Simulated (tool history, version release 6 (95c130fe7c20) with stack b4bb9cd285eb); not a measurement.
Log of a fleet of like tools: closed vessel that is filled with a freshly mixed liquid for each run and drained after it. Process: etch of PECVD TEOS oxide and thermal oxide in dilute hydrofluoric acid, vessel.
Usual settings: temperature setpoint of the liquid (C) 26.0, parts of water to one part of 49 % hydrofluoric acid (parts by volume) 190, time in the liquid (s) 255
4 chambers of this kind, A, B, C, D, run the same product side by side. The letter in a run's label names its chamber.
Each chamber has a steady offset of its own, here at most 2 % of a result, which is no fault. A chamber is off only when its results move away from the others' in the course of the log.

| run | hour | temperature setpoint of the liquid (C) | parts of water to one part of 49 % hydrofluoric acid (parts by volume) | time in the liquid (s) | hours since the thermometer was replaced | hours since the hydrofluoric acid flow meter was replaced | read-back film thickness of the PECVD TEOS oxide reference wafer, read on the same gauge (nm) | read-back film thickness of the thermal oxide reference wafer, read on the same gauge (nm) | thickness taken off the PECVD TEOS oxide on a monitor wafer (nm) | thickness taken off the thermal oxide on a monitor wafer (nm) |
|---|---|---|---|---|---|---|---|---|---|---|
|  | 2.3 | chamber B: thermometer replaced |
| 1D | 3.0 | 26.0 | 190 | 255 | 1214.4 | 133.0 | 99.993 | 69.993 | 24.432 | 5.9704 |
| 2A | 6.9 | 26.0 | 190 | 255 | 910.3 | 822.2 | 100.020 | 70.018 | 24.618 | 6.0094 |
| 3C | 9.9 | 26.0 | 190 | 255 | 1706.5 | 989.6 | 100.010 | 69.981 | 24.684 | 5.9976 |
| 4B | 15.1 | 26.0 | 190 | 255 | 12.9 | 122.7 | 99.996 | 69.989 | 24.533 | 6.1004 |
| 5C | 17.9 | 26.0 | 190 | 255 | 1714.5 | 997.6 | 100.030 | 69.978 | 24.635 | 6.0136 |
| 6B | 22.1 | 26.0 | 190 | 255 | 19.9 | 129.7 | 100.010 | 69.979 | 24.624 | 6.1226 |
| 7D | 26.3 | 26.0 | 190 | 255 | 1237.7 | 156.3 | 100.020 | 70.032 | 24.551 | 5.9995 |
| 8A | 29.3 | 26.0 | 190 | 255 | 932.7 | 844.6 | 99.977 | 69.976 | 24.529 | 6.0118 |
| 9C | 32.3 | 30.5 | 190 | 255 | 1728.9 | 1012.0 | 100.020 | 70.019 | 28.577 | 7.0469 |
| 10B | 36.9 | 30.5 | 190 | 255 | 34.7 | 144.5 | 100.010 | 69.973 | 28.920 | 7.1377 |
| 11D | 41.4 | 30.5 | 190 | 255 | 1252.8 | 171.4 | 100.040 | 69.979 | 28.706 | 7.0347 |
| 12A | 46.8 | 30.5 | 190 | 255 | 950.2 | 862.1 | 99.973 | 69.997 | 28.727 | 7.0615 |
| 13B | 51.9 | 26.0 | 190 | 255 | 49.7 | 159.5 | 99.976 | 70.016 | 24.631 | 6.0950 |
| 14C | 56.2 | 26.0 | 190 | 255 | 1752.8 | 1035.9 | 100.000 | 70.014 | 24.520 | 6.0243 |
| 15D | 61.2 | 26.0 | 190 | 255 | 1272.6 | 191.2 | 99.999 | 69.990 | 24.599 | 5.9515 |
| 16A | 66.3 | 26.0 | 190 | 255 | 969.7 | 881.6 | 99.989 | 70.044 | 24.579 | 5.9934 |
| 17B | 69.0 | 26.0 | 190 | 255 | 66.8 | 176.6 | 100.010 | 70.004 | 24.727 | 6.0905 |
| 18A | 71.6 | 24.0 | 190 | 395 | 975.0 | 886.9 | 99.988 | 69.984 | 35.607 | 8.6622 |
| 19C | 76.7 | 24.0 | 190 | 395 | 1773.3 | 1056.4 | 100.020 | 69.998 | 35.388 | 8.6656 |
| 20D | 80.3 | 24.0 | 190 | 395 | 1291.7 | 210.3 | 100.030 | 70.028 | 35.273 | 8.6005 |
| 21C | 84.1 | 24.0 | 190 | 395 | 1780.7 | 1063.8 | 99.991 | 70.016 | 35.377 | 8.6714 |
| 22D | 86.4 | 26.0 | 190 | 255 | 1297.8 | 216.4 | 99.991 | 69.992 | 24.524 | 5.9648 |
| 23A | 90.3 | 26.0 | 190 | 255 | 993.7 | 905.6 | 99.972 | 69.974 | 24.564 | 5.9814 |
| 24B | 92.9 | 26.0 | 190 | 255 | 90.7 | 200.5 | 99.982 | 69.986 | 24.827 | 6.0907 |
| 25C | 97.7 | 26.0 | 190 | 255 | 1794.3 | 1077.4 | 99.965 | 69.973 | 24.410 | 5.9772 |
| 26B | 101.3 | 26.0 | 190 | 255 | 99.1 | 208.9 | 100.000 | 69.998 | 24.744 | 6.0799 |
| 27D | 106.3 | 29.5 | 190 | 385 | 1317.7 | 236.3 | 100.020 | 70.002 | 42.070 | 10.2250 |
| 28A | 111.1 | 29.5 | 190 | 385 | 1014.5 | 926.4 | 100.000 | 70.008 | 42.130 | 10.2730 |
| 29A | 115.4 | 29.5 | 190 | 385 | 1018.8 | 930.7 | 99.966 | 69.947 | 42.015 | 10.2570 |
| 30B | 119.4 | 29.5 | 190 | 385 | 117.2 | 227.0 | 99.971 | 69.977 | 42.019 | 10.4280 |
| 31C | 123.3 | 24.0 | 190 | 255 | 1819.9 | 1103.0 | 99.989 | 70.009 | 22.739 | 5.6096 |
| 32D | 126.2 | 24.0 | 190 | 255 | 1337.6 | 256.2 | 99.971 | 69.988 | 22.787 | 5.5996 |
| 33D | 129.3 | 24.0 | 190 | 255 | 1340.7 | 259.3 | 100.010 | 69.996 | 22.704 | 5.5479 |
| 34C | 133.9 | 24.0 | 190 | 255 | 1830.5 | 1113.6 | 99.994 | 69.990 | 22.772 | 5.5956 |
| 35B | 139.0 | 26.0 | 190 | 255 | 136.8 | 246.6 | 99.984 | 69.991 | 24.590 | 6.1149 |
| 36A | 142.8 | 26.0 | 190 | 255 | 1046.2 | 958.1 | 100.020 | 70.028 | 24.376 | 5.9867 |
| 37D | 146.6 | 26.0 | 190 | 255 | 1358.0 | 276.6 | 99.992 | 70.036 | 24.410 | 6.0060 |
| 38A | 150.1 | 26.0 | 190 | 255 | 1053.5 | 965.4 | 100.020 | 69.984 | 24.478 | 5.9854 |
| 39B | 154.6 | 26.0 | 190 | 255 | 152.4 | 262.2 | 100.000 | 69.990 | 24.589 | 6.0940 |
| 40C | 159.6 | 26.0 | 190 | 255 | 1856.2 | 1139.3 | 100.010 | 70.009 | 24.514 | 6.0039 |
| 41A | 164.3 | 26.0 | 190 | 405 | 1067.7 | 979.6 | 99.990 | 69.983 | 39.148 | 9.5808 |
|  | 165.0 | chamber D: thermometer replaced |
| 42B | 169.6 | 26.0 | 190 | 405 | 167.4 | 277.2 | 99.984 | 69.996 | 38.981 | 9.6658 |
| 43C | 172.4 | 26.0 | 190 | 405 | 1869.0 | 1152.1 | 100.040 | 70.006 | 38.930 | 9.5722 |
| 44D | 174.8 | 26.0 | 190 | 405 | 9.8 | 304.8 | 100.010 | 70.006 | 39.021 | 9.4615 |

What goes on in this fleet: one chamber off, a drifting gauge, or nothing beyond the chambers' own small offsets? Name the chamber and the cause, if any.

No chamber stands off beyond its own small offset, and the gauge holds steady.

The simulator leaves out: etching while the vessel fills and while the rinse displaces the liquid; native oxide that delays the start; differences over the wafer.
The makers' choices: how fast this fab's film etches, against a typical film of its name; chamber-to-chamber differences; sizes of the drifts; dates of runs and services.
